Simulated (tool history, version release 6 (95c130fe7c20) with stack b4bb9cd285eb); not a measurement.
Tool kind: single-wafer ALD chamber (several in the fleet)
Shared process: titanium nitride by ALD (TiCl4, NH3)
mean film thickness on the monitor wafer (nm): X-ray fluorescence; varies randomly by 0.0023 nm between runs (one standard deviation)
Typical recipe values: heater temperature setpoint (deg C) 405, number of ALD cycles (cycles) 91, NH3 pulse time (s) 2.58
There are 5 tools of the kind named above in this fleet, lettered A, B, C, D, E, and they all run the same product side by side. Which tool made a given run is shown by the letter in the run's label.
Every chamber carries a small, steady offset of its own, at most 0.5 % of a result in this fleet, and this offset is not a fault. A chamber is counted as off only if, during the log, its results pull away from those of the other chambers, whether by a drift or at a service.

| run | hour | heater temperature setpoint (deg C) | number of ALD cycles (cycles) | NH3 pulse time (s) | hours since the last thermocouple change | read-back reference wafer on the same gauge, thickness_nm | mean film thickness on the monitor wafer (nm) |
|---|---|---|---|---|---|---|---|
| 1A | 10.6 | 405 | 91 | 2.58 | 507.8 | 1.8805 | 2.0256 |
| 2B | 20.3 | 405 | 91 | 2.58 | 554.4 | 1.8806 | 2.0197 |
| 3D | 28.6 | 405 | 91 | 2.58 | 3315.3 | 1.881 | 2.0298 |
| 4C | 34.9 | 405 | 91 | 2.58 | 1076 | 1.8813 | 2.0401 |
| 5E | 46.8 | 405 | 91 | 2.58 | 1166 | 1.8812 | 2.0309 |
| 6D | 52.6 | 405 | 91 | 2.58 | 3339.3 | 1.8809 | 2.0274 |
| 7E | 59.1 | 405 | 91 | 2.58 | 1178.3 | 1.8813 | 2.0339 |
| 8A | 65.8 | 405 | 91 | 2.58 | 563 | 1.882 | 2.0269 |
| 9B | 74.9 | 405 | 91 | 2.58 | 609 | 1.8819 | 2.0248 |
| 10C | 81.5 | 405 | 91 | 2.58 | 1122.6 | 1.8819 | 2.042 |
| 11D | 88.2 | 405 | 91 | 2.58 | 3374.9 | 1.8825 | 2.0323 |
| 12A | 98.6 | 405 | 91 | 2.58 | 595.8 | 1.8827 | 2.0331 |
| 13E | 104.8 | 405 | 91 | 2.58 | 1224 | 1.8829 | 2.0287 |
| 14C | 111.3 | 405 | 91 | 2.58 | 1152.4 | 1.8825 | 2.0414 |
|  | 112.6 | chamber D: thermocouple changed; heater temperature recalibrated |
| 15B | 120.9 | 405 | 91 | 2.58 | 655 | 1.8829 | 2.0243 |
| 16D | 131.9 | 405 | 91 | 2.58 | 19.3 | 1.8833 | 2.0363 |
| 17B | 139.5 | 405 | 91 | 2.58 | 673.6 | 1.8829 | 2.0258 |
| 18A | 147 | 405 | 91 | 2.58 | 644.2 | 1.8837 | 2.0332 |
| 19C | 155.7 | 405 | 91 | 2.58 | 1196.8 | 1.8834 | 2.0463 |
| 20E | 165.3 | 405 | 91 | 2.58 | 1284.5 | 1.884 | 2.0331 |
| 21A | 172.9 | 405 | 74 | 2.58 | 670.1 | 1.884 | 1.6487 |
| 22B | 180.2 | 405 | 74 | 2.58 | 714.3 | 1.8846 | 1.6451 |
| 23C | 185.7 | 405 | 74 | 2.58 | 1226.8 | 1.8848 | 1.6609 |
| 24E | 195.6 | 405 | 74 | 2.58 | 1314.8 | 1.8843 | 1.6523 |
| 25D | 201.2 | 405 | 74 | 2.58 | 88.6 | 1.8844 | 1.6558 |
| 26C | 208.2 | 405 | 91 | 2.58 | 1249.3 | 1.8854 | 2.0482 |
| 27B | 216.7 | 405 | 91 | 1.95 | 750.8 | 1.8849 | 2.0074 |
| 28E | 224.5 | 405 | 91 | 1.95 | 1343.7 | 1.8859 | 2.0146 |
| 29A | 236.8 | 405 | 91 | 1.95 | 734 | 1.8856 | 2.0135 |
| 30D | 244.9 | 405 | 91 | 1.95 | 132.3 | 1.886 | 2.0226 |
| 31D | 252.6 | 405 | 91 | 1.95 | 140 | 1.886 | 2.0204 |
| 32B | 258.2 | 405 | 91 | 2.58 | 792.3 | 1.8867 | 2.0288 |
| 33A | 266.9 | 405 | 91 | 2.58 | 764.1 | 1.8867 | 2.0341 |
| 34E | 275.7 | 405 | 91 | 2.58 | 1394.9 | 1.887 | 2.0355 |
| 35C | 282.8 | 405 | 91 | 2.58 | 1323.9 | 1.8863 | 2.046 |
| 36B | 291 | 405 | 91 | 2.58 | 825.1 | 1.8873 | 2.0292 |
| 37D | 301.3 | 405 | 91 | 2.58 | 188.7 | 1.8867 | 2.0423 |
| 38C | 309.4 | 405 | 91 | 2.58 | 1350.5 | 1.8875 | 2.049 |
| 39E | 316.4 | 405 | 91 | 2.58 | 1435.6 | 1.888 | 2.0355 |
| 40A | 327.3 | 405 | 91 | 2.58 | 824.5 | 1.8881 | 2.0374 |
| 41D | 333.2 | 405 | 91 | 2.58 | 220.6 | 1.8874 | 2.0413 |
| 42C | 343.1 | 405 | 91 | 2.58 | 1384.2 | 1.8887 | 2.0435 |
| 43B | 353.2 | 405 | 91 | 2.58 | 887.3 | 1.8882 | 2.0339 |

For the next run the whole fleet of 5 chambers uses the same settings. Give each chamber's results:
| 44A | 362.2 | 419 | 91 | 2.58 |  |  | ? |
| 44B | 362.2 | 419 | 91 | 2.58 |  |  | ? |
| 44C | 362.2 | 419 | 91 | 2.58 |  |  | ? |
| 44D | 362.2 | 419 | 91 | 2.58 |  |  | ? |
| 44E | 362.2 | 419 | 91 | 2.58 |  |  | ? |

| run | mean film thickness on the monitor wafer (nm) |
|---|---|
| 44A | 2.0423 |
| 44B | 2.0388 |
| 44C | 2.0593 |
| 44D | 2.0533 |
| 44E | 2.0434 |
